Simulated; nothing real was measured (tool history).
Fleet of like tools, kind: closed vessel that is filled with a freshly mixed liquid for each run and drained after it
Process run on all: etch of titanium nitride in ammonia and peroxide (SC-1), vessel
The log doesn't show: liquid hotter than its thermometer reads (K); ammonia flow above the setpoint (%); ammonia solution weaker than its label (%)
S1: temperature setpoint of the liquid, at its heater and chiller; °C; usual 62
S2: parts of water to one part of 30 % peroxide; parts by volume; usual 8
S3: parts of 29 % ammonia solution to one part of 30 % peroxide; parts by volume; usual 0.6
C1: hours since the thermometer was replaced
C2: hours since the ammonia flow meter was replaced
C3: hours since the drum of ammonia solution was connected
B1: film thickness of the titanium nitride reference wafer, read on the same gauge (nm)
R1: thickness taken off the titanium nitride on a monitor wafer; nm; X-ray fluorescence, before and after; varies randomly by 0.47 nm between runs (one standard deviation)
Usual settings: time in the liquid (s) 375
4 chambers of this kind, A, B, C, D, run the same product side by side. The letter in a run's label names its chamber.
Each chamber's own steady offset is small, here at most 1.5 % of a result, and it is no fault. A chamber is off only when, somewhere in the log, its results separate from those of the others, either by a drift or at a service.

{"run": "1D", "day": 0.217, "S1": 62, "S2": 8, "S3": 0.6, "time in the liquid (s)": 375, "C1": 1126.5, "C2": 134.6, "C3": 653.9, "B1": 40.023, "R1": 53.602}
{"run": "2B", "day": 0.454, "S1": 62, "S2": 8, "S3": 0.6, "time in the liquid (s)": 375, "C1": 1687.8, "C2": 858.4, "C3": 668.2, "B1": 40.006, "R1": 55.277}
{"day": 0.542, "done": "chamber B: ammonia flow meter replaced"}
{"run": "3C", "day": 0.6, "S1": 62, "S2": 8, "S3": 0.6, "time in the liquid (s)": 375, "C1": 606, "C2": 880.6, "C3": 117.6, "B1": 40.005, "R1": 55.096}
{"run": "4A", "day": 0.746, "S1": 62, "S2": 8, "S3": 0.6, "time in the liquid (s)": 375, "C1": 648.4, "C2": 580.3, "C3": 509.4, "B1": 40.001, "R1": 53.474}
{"run": "5D", "day": 0.938, "S1": 62, "S2": 8, "S3": 0.6, "time in the liquid (s)": 375, "C1": 1143.8, "C2": 151.9, "C3": 671.2, "B1": 39.998, "R1": 54.107}
{"run": "6C", "day": 1.067, "S1": 62, "S2": 8, "S3": 0.6, "time in the liquid (s)": 375, "C1": 617.2, "C2": 891.8, "C3": 128.8, "B1": 39.998, "R1": 54.865}
{"run": "7A", "day": 1.212, "S1": 62, "S2": 8, "S3": 0.6, "time in the liquid (s)": 375, "C1": 659.6, "C2": 591.5, "C3": 520.6, "B1": 40.001, "R1": 54.617}
{"run": "8B", "day": 1.517, "S1": 62, "S2": 8, "S3": 0.6, "time in the liquid (s)": 375, "C1": 1713.3, "C2": 23.4, "C3": 693.7, "B1": 39.976, "R1": 55.405}
{"run": "9A", "day": 1.654, "S1": 62, "S2": 8, "S3": 0.6, "time in the liquid (s)": 375, "C1": 670.2, "C2": 602.1, "C3": 531.2, "B1": 40.003, "R1": 54.44}
{"run": "10C", "day": 1.921, "S1": 62, "S2": 8, "S3": 0.6, "time in the liquid (s)": 375, "C1": 637.7, "C2": 912.3, "C3": 149.3, "B1": 39.989, "R1": 54.995}
{"run": "11B", "day": 2.088, "S1": 62, "S2": 8, "S3": 0.6, "time in the liquid (s)": 375, "C1": 1727, "C2": 37.1, "C3": 707.4, "B1": 40.011, "R1": 55.238}
{"run": "12D", "day": 2.267, "S1": 62, "S2": 8, "S3": 0.6, "time in the liquid (s)": 375, "C1": 1175.7, "C2": 183.8, "C3": 703.1, "B1": 40.002, "R1": 54.459}
{"run": "13D", "day": 2.55, "S1": 62, "S2": 8, "S3": 0.6, "time in the liquid (s)": 375, "C1": 1182.5, "C2": 190.6, "C3": 709.9, "B1": 39.98, "R1": 54.458}
{"run": "14B", "day": 2.7, "S1": 62, "S2": 8, "S3": 0.6, "time in the liquid (s)": 375, "C1": 1741.7, "C2": 51.8, "C3": 722.1, "B1": 39.986, "R1": 55.438}
{"run": "15C", "day": 2.929, "S1": 62, "S2": 8, "S3": 0.6, "time in the liquid (s)": 375, "C1": 661.9, "C2": 936.5, "C3": 173.5, "B1": 40.011, "R1": 54.113}
{"run": "16A", "day": 3.175, "S1": 69.5, "S2": 8, "S3": 0.4, "time in the liquid (s)": 375, "C1": 706.7, "C2": 638.6, "C3": 567.7, "B1": 39.998, "R1": 82.878}
{"run": "17B", "day": 3.404, "S1": 69.5, "S2": 8, "S3": 0.4, "time in the liquid (s)": 375, "C1": 1758.6, "C2": 68.7, "C3": 739, "B1": 39.989, "R1": 83.432}
{"run": "18D", "day": 3.688, "S1": 69.5, "S2": 8, "S3": 0.4, "time in the liquid (s)": 375, "C1": 1209.8, "C2": 217.9, "C3": 737.2, "B1": 39.987, "R1": 82.547}
{"day": 3.971, "done": "chamber B: new drum of ammonia solution connected"}
{"run": "19A", "day": 3.988, "S1": 69.5, "S2": 8, "S3": 0.4, "time in the liquid (s)": 375, "C1": 726.2, "C2": 658.1, "C3": 587.2, "B1": 39.981, "R1": 82.644}
{"run": "20C", "day": 4.129, "S1": 62, "S2": 8, "S3": 0.6, "time in the liquid (s)": 375, "C1": 690.7, "C2": 965.3, "C3": 202.3, "B1": 40.004, "R1": 55.032}
{"run": "21B", "day": 4.408, "S1": 62, "S2": 8, "S3": 0.6, "time in the liquid (s)": 375, "C1": 1782.7, "C2": 92.8, "C3": 10.6, "B1": 40.009, "R1": 56.087}
{"run": "22A", "day": 4.567, "S1": 62, "S2": 8, "S3": 0.6, "time in the liquid (s)": 375, "C1": 740.1, "C2": 672, "C3": 601.1, "B1": 39.998, "R1": 56.876}
{"run": "23D", "day": 4.712, "S1": 62, "S2": 8, "S3": 0.6, "time in the liquid (s)": 375, "C1": 1234.4, "C2": 242.5, "C3": 761.8, "B1": 39.989, "R1": 53.553}
{"run": "24C", "day": 4.854, "S1": 62, "S2": 8, "S3": 0.6, "time in the liquid (s)": 375, "C1": 708.1, "C2": 982.7, "C3": 219.7, "B1": 40.023, "R1": 53.697}
{"run": "25B", "day": 5.004, "S1": 62, "S2": 8, "S3": 0.6, "time in the liquid (s)": 375, "C1": 1797, "C2": 107.1, "C3": 24.9, "B1": 39.992, "R1": 55.865}
{"run": "26D", "day": 5.212, "S1": 56.5, "S2": 8, "S3": 0.85, "time in the liquid (s)": 375, "C1": 1246.4, "C2": 254.5, "C3": 773.8, "B1": 39.987, "R1": 39.682}
{"run": "27A", "day": 5.475, "S1": 56.5, "S2": 8, "S3": 0.85, "time in the liquid (s)": 375, "C1": 761.9, "C2": 693.8, "C3": 622.9, "B1": 40.002, "R1": 43.12}
{"run": "28C", "day": 5.725, "S1": 56.5, "S2": 8, "S3": 0.85, "time in the liquid (s)": 375, "C1": 729, "C2": 1003.6, "C3": 240.6, "B1": 40.024, "R1": 40.145}
{"run": "29C", "day": 5.942, "S1": 56.5, "S2": 8, "S3": 0.85, "time in the liquid (s)": 375, "C1": 734.2, "C2": 1008.8, "C3": 245.8, "B1": 40.011, "R1": 40.435}
{"run": "30B", "day": 6.196, "S1": 62, "S2": 8, "S3": 0.6, "time in the liquid (s)": 375, "C1": 1825.6, "C2": 135.7, "C3": 53.5, "B1": 39.997, "R1": 56.347}
{"day": 6.208, "done": "chamber A: new drum of ammonia solution connected"}
{"run": "31A", "day": 6.404, "S1": 62, "S2": 8, "S3": 0.6, "time in the liquid (s)": 375, "C1": 784.2, "C2": 716.1, "C3": 4.8, "B1": 40.008, "R1": 59.321}
{"run": "32D", "day": 6.662, "S1": 62, "S2": 8, "S3": 0.6, "time in the liquid (s)": 375, "C1": 1281.2, "C2": 289.3, "C3": 808.6, "B1": 40.012, "R1": 53.985}
{"run": "33D", "day": 6.883, "S1": 62, "S2": 8, "S3": 0.6, "time in the liquid (s)": 375, "C1": 1286.5, "C2": 294.6, "C3": 813.9, "B1": 39.997, "R1": 54.596}
{"run": "34B", "day": 7.158, "S1": 62, "S2": 8, "S3": 0.6, "time in the liquid (s)": 375, "C1": 1848.7, "C2": 158.8, "C3": 76.6, "B1": 40.028, "R1": 55.419}
{"run": "35A", "day": 7.333, "S1": 62, "S2": 8, "S3": 0.6, "time in the liquid (s)": 375, "C1": 806.5, "C2": 738.4, "C3": 27.1, "B1": 40.012, "R1": 59.511}
{"run": "36C", "day": 7.629, "S1": 62, "S2": 8, "S3": 0.6, "time in the liquid (s)": 375, "C1": 774.7, "C2": 1049.3, "C3": 286.3, "B1": 39.974, "R1": 54.059}

What goes on in this fleet: one chamber off, a drifting gauge, or nothing beyond the chambers' own small offsets? Name the chamber and the cause, if any.

It is chamber A that slowly wanders off from its peers.
Cause: liquid hotter than its thermometer reads (K) = 1.7.

Below are 4 candidate recipes for chamber A's next run, each the usual settings with a change, their results shown as question marks. Which of them brings A's results back in line with what the other chambers give on the usual settings?
Allowed miss from the other chambers' usual-settings mean, per result, to count as in line: R1 1.7 nm
{"run": "37A-1", "day": 7.846, "S1": 63.5, "S2": 8, "S3": 0.6, "time in the liquid (s)": 400, "R1": "?"}
{"run": "37A-2", "day": 7.846, "S1": 61, "S2": 8, "S3": 0.6, "time in the liquid (s)": 360, "R1": "?"}
{"run": "37A-3", "day": 7.846, "S1": 62, "S2": 8, "S3": 0.6, "time in the liquid (s)": 320, "R1": "?"}
{"run": "37A-4", "day": 7.846, "S1": 63, "S2": 8, "S3": 0.6, "time in the liquid (s)": 390, "R1": "?"}

On the usual settings, the other chambers give on average: R1 54.914 nm
run=37A-1 R1=70.906
run=37A-2 R1=54.445
run=37A-3 R1=51.61
run=37A-4 R1=67.01
It is 37A-2 that realigns the chamber with its peers.

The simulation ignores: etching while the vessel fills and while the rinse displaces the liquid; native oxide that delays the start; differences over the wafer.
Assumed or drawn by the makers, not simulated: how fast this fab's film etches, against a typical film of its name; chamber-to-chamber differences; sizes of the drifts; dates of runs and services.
